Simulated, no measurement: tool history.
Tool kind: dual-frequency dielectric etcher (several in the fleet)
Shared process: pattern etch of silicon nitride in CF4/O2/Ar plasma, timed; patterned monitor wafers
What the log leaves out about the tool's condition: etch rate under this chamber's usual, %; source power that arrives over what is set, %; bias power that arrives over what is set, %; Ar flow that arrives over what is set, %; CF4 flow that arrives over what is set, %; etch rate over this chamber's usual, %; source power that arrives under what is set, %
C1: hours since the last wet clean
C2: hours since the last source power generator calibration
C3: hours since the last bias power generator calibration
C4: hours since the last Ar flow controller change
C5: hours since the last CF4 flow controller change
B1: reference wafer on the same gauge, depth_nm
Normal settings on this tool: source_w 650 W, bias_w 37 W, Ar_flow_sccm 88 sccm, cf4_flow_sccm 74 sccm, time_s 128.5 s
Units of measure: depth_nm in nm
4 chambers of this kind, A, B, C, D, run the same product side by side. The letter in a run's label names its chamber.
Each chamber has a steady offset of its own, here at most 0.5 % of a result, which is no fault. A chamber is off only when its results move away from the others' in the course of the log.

run 1C hour=9.1 | source_w=650 bias_w=37 Ar_flow_sccm=88 cf4_flow_sccm=74 time_s=128.5 | C1=86.4 C2=2713.5 C3=638.8 C4=395.2 C5=362.2 | B1=263.99 | depth_nm=268.78
run 2A hour=15.7 | source_w=650 bias_w=37 Ar_flow_sccm=88 cf4_flow_sccm=74 time_s=128.5 | C1=113.4 C2=1282.0 C3=857.0 C4=3241.0 C5=825.2 | B1=263.89 | depth_nm=268.58
run 3B hour=22.8 | source_w=650 bias_w=37 Ar_flow_sccm=88 cf4_flow_sccm=74 time_s=128.5 | C1=512.7 C2=207.1 C3=181.9 C4=56.9 C5=1413.3 | B1=263.93 | depth_nm=269.25
run 4D hour=33.0 | source_w=650 bias_w=37 Ar_flow_sccm=88 cf4_flow_sccm=74 time_s=128.5 | C1=402.3 C2=422.7 C3=1450.1 C4=1296.4 C5=2295.4 | B1=263.86 | depth_nm=268.26
run 5D hour=39.1 | source_w=650 bias_w=37 Ar_flow_sccm=88 cf4_flow_sccm=74 time_s=128.5 | C1=408.4 C2=428.8 C3=1456.2 C4=1302.5 C5=2301.5 | B1=263.82 | depth_nm=268.63
run 6A hour=49.3 | source_w=780 bias_w=37 Ar_flow_sccm=88 cf4_flow_sccm=88 time_s=128.5 | C1=147.0 C2=1315.6 C3=890.6 C4=3274.6 C5=858.8 | B1=263.71 | depth_nm=323.95
run 7C hour=55.1 | source_w=780 bias_w=37 Ar_flow_sccm=88 cf4_flow_sccm=88 time_s=128.5 | C1=132.4 C2=2759.5 C3=684.8 C4=441.2 C5=408.2 | B1=263.85 | depth_nm=323.78
run 8B hour=65.2 | source_w=780 bias_w=37 Ar_flow_sccm=88 cf4_flow_sccm=88 time_s=128.5 | C1=555.1 C2=249.5 C3=224.3 C4=99.3 C5=1455.7 | B1=263.66 | depth_nm=323.68
run 9B hour=71.9 | source_w=780 bias_w=37 Ar_flow_sccm=88 cf4_flow_sccm=88 time_s=128.5 | C1=561.8 C2=256.2 C3=231.0 C4=106.0 C5=1462.4 | B1=263.59 | depth_nm=323.49
-- hour=81.3 chamber B: wet clean of the chamber
run 10A hour=82.0 | source_w=650 bias_w=37 Ar_flow_sccm=88 cf4_flow_sccm=74 time_s=128.5 | C1=179.7 C2=1348.3 C3=923.3 C4=3307.3 C5=891.5 | B1=263.67 | depth_nm=268.25
run 11D hour=90.6 | source_w=650 bias_w=37 Ar_flow_sccm=88 cf4_flow_sccm=74 time_s=128.5 | C1=459.9 C2=480.3 C3=1507.7 C4=1354.0 C5=2353.0 | B1=263.49 | depth_nm=268.30
run 12C hour=97.9 | source_w=650 bias_w=37 Ar_flow_sccm=88 cf4_flow_sccm=80 time_s=128.5 | C1=175.2 C2=2802.3 C3=727.6 C4=484.0 C5=451.0 | B1=263.54 | depth_nm=271.91
run 13D hour=106.7 | source_w=650 bias_w=37 Ar_flow_sccm=88 cf4_flow_sccm=80 time_s=128.5 | C1=476.0 C2=496.4 C3=1523.8 C4=1370.1 C5=2369.1 | B1=263.52 | depth_nm=271.27
run 14B hour=113.2 | source_w=650 bias_w=37 Ar_flow_sccm=88 cf4_flow_sccm=80 time_s=128.5 | C1=31.9 C2=297.5 C3=272.3 C4=147.3 C5=1503.7 | B1=263.53 | depth_nm=271.28
-- hour=117.3 chamber D: wet clean of the chamber
run 15C hour=118.0 | source_w=650 bias_w=37 Ar_flow_sccm=88 cf4_flow_sccm=80 time_s=128.5 | C1=195.3 C2=2822.4 C3=747.7 C4=504.1 C5=471.1 | B1=263.50 | depth_nm=271.22
run 16A hour=127.3 | source_w=650 bias_w=37 Ar_flow_sccm=88 cf4_flow_sccm=74 time_s=128.5 | C1=225.0 C2=1393.6 C3=968.6 C4=3352.6 C5=936.8 | B1=263.36 | depth_nm=268.15
run 17D hour=132.7 | source_w=650 bias_w=37 Ar_flow_sccm=88 cf4_flow_sccm=74 time_s=128.5 | C1=15.5 C2=522.4 C3=1549.8 C4=1396.1 C5=2395.1 | B1=263.45 | depth_nm=268.28
run 18C hour=139.8 | source_w=650 bias_w=37 Ar_flow_sccm=88 cf4_flow_sccm=74 time_s=128.5 | C1=217.1 C2=2844.2 C3=769.5 C4=525.9 C5=492.9 | B1=263.39 | depth_nm=268.88
run 19B hour=148.0 | source_w=650 bias_w=37 Ar_flow_sccm=88 cf4_flow_sccm=74 time_s=128.5 | C1=66.7 C2=332.3 C3=307.1 C4=182.1 C5=1538.5 | B1=263.41 | depth_nm=267.64
run 20A hour=154.9 | source_w=650 bias_w=37 Ar_flow_sccm=88 cf4_flow_sccm=74 time_s=128.5 | C1=252.6 C2=1421.2 C3=996.2 C4=3380.2 C5=964.4 | B1=263.24 | depth_nm=268.01
run 21D hour=161.5 | source_w=650 bias_w=37 Ar_flow_sccm=88 cf4_flow_sccm=74 time_s=128.5 | C1=44.3 C2=551.2 C3=1578.6 C4=1424.9 C5=2423.9 | B1=263.27 | depth_nm=268.23
run 22C hour=170.4 | source_w=650 bias_w=37 Ar_flow_sccm=88 cf4_flow_sccm=74 time_s=128.5 | C1=247.7 C2=2874.8 C3=800.1 C4=556.5 C5=523.5 | B1=263.20 | depth_nm=268.70
run 23B hour=179.3 | source_w=650 bias_w=37 Ar_flow_sccm=88 cf4_flow_sccm=74 time_s=128.5 | C1=98.0 C2=363.6 C3=338.4 C4=213.4 C5=1569.8 | B1=263.23 | depth_nm=267.45
run 24A hour=188.2 | source_w=650 bias_w=37 Ar_flow_sccm=88 cf4_flow_sccm=74 time_s=128.5 | C1=285.9 C2=1454.5 C3=1029.5 C4=3413.5 C5=997.7 | B1=263.22 | depth_nm=268.34
run 25D hour=197.3 | source_w=650 bias_w=37 Ar_flow_sccm=88 cf4_flow_sccm=74 time_s=128.5 | C1=80.1 C2=587.0 C3=1614.4 C4=1460.7 C5=2459.7 | B1=263.19 | depth_nm=267.25
run 26A hour=202.3 | source_w=650 bias_w=37 Ar_flow_sccm=88 cf4_flow_sccm=74 time_s=106.5 | C1=300.0 C2=1468.6 C3=1043.6 C4=3427.6 C5=1011.8 | B1=263.12 | depth_nm=221.93
run 27C hour=208.7 | source_w=650 bias_w=37 Ar_flow_sccm=88 cf4_flow_sccm=74 time_s=106.5 | C1=286.0 C2=2913.1 C3=838.4 C4=594.8 C5=561.8 | B1=263.02 | depth_nm=222.70
run 28B hour=214.8 | source_w=650 bias_w=37 Ar_flow_sccm=88 cf4_flow_sccm=74 time_s=106.5 | C1=133.5 C2=399.1 C3=373.9 C4=248.9 C5=1605.3 | B1=263.01 | depth_nm=221.29
run 29B hour=220.2 | source_w=650 bias_w=37 Ar_flow_sccm=88 cf4_flow_sccm=74 time_s=106.5 | C1=138.9 C2=404.5 C3=379.3 C4=254.3 C5=1610.7 | B1=263.04 | depth_nm=221.86
run 30C hour=228.4 | source_w=650 bias_w=37 Ar_flow_sccm=88 cf4_flow_sccm=74 time_s=128.5 | C1=305.7 C2=2932.8 C3=858.1 C4=614.5 C5=581.5 | B1=263.02 | depth_nm=267.65
run 31D hour=235.3 | source_w=650 bias_w=37 Ar_flow_sccm=88 cf4_flow_sccm=74 time_s=128.5 | C1=118.1 C2=625.0 C3=1652.4 C4=1498.7 C5=2497.7 | B1=263.02 | depth_nm=267.72
run 32A hour=245.2 | source_w=650 bias_w=37 Ar_flow_sccm=88 cf4_flow_sccm=74 time_s=128.5 | C1=342.9 C2=1511.5 C3=1086.5 C4=3470.5 C5=1054.7 | B1=262.97 | depth_nm=267.61
run 33C hour=252.4 | source_w=650 bias_w=37 Ar_flow_sccm=88 cf4_flow_sccm=74 time_s=128.5 | C1=329.7 C2=2956.8 C3=882.1 C4=638.5 C5=605.5 | B1=262.92 | depth_nm=268.38
run 34D hour=259.6 | source_w=650 bias_w=37 Ar_flow_sccm=88 cf4_flow_sccm=74 time_s=128.5 | C1=142.4 C2=649.3 C3=1676.7 C4=1523.0 C5=2522.0 | B1=262.77 | depth_nm=267.58
run 35A hour=269.6 | source_w=650 bias_w=37 Ar_flow_sccm=88 cf4_flow_sccm=74 time_s=128.5 | C1=367.3 C2=1535.9 C3=1110.9 C4=3494.9 C5=1079.1 | B1=262.85 | depth_nm=267.92
run 36B hour=274.9 | source_w=650 bias_w=37 Ar_flow_sccm=88 cf4_flow_sccm=74 time_s=128.5 | C1=193.6 C2=459.2 C3=434.0 C4=309.0 C5=1665.4 | B1=262.84 | depth_nm=267.48
run 37C hour=284.4 | source_w=650 bias_w=37 Ar_flow_sccm=88 cf4_flow_sccm=74 time_s=128.5 | C1=361.7 C2=2988.8 C3=914.1 C4=670.5 C5=637.5 | B1=262.79 | depth_nm=268.25
run 38D hour=291.5 | source_w=650 bias_w=37 Ar_flow_sccm=88 cf4_flow_sccm=74 time_s=128.5 | C1=174.3 C2=681.2 C3=1708.6 C4=1554.9 C5=2553.9 | B1=262.80 | depth_nm=267.59
run 39B hour=300.9 | source_w=760 bias_w=37 Ar_flow_sccm=88 cf4_flow_sccm=74 time_s=128.5 | C1=219.6 C2=485.2 C3=460.0 C4=335.0 C5=1691.4 | B1=262.70 | depth_nm=307.26
run 40A hour=308.2 | source_w=760 bias_w=37 Ar_flow_sccm=88 cf4_flow_sccm=74 time_s=128.5 | C1=405.9 C2=1574.5 C3=1149.5 C4=3533.5 C5=1117.7 | B1=262.60 | depth_nm=307.53
run 41A hour=317.6 | source_w=760 bias_w=37 Ar_flow_sccm=88 cf4_flow_sccm=74 time_s=128.5 | C1=415.3 C2=1583.9 C3=1158.9 C4=3542.9 C5=1127.1 | B1=262.58 | depth_nm=307.27
run 42D hour=322.1 | source_w=760 bias_w=37 Ar_flow_sccm=88 cf4_flow_sccm=74 time_s=128.5 | C1=204.9 C2=711.8 C3=1739.2 C4=1585.5 C5=2584.5 | B1=262.59 | depth_nm=306.11
run 43B hour=331.1 | source_w=650 bias_w=37 Ar_flow_sccm=88 cf4_flow_sccm=74 time_s=128.5 | C1=249.8 C2=515.4 C3=490.2 C4=365.2 C5=1721.6 | B1=262.52 | depth_nm=266.83

One chamber off, gauge drift, or nothing amiss beyond the chambers' own small offsets? If it is a chamber, which one, and what is the likeliest cause?

It is the gauge, not a chamber: its drift shows up in every chamber's results at once, and no chamber is off.
What lies behind it: gauge reads low (%) = 0.556.
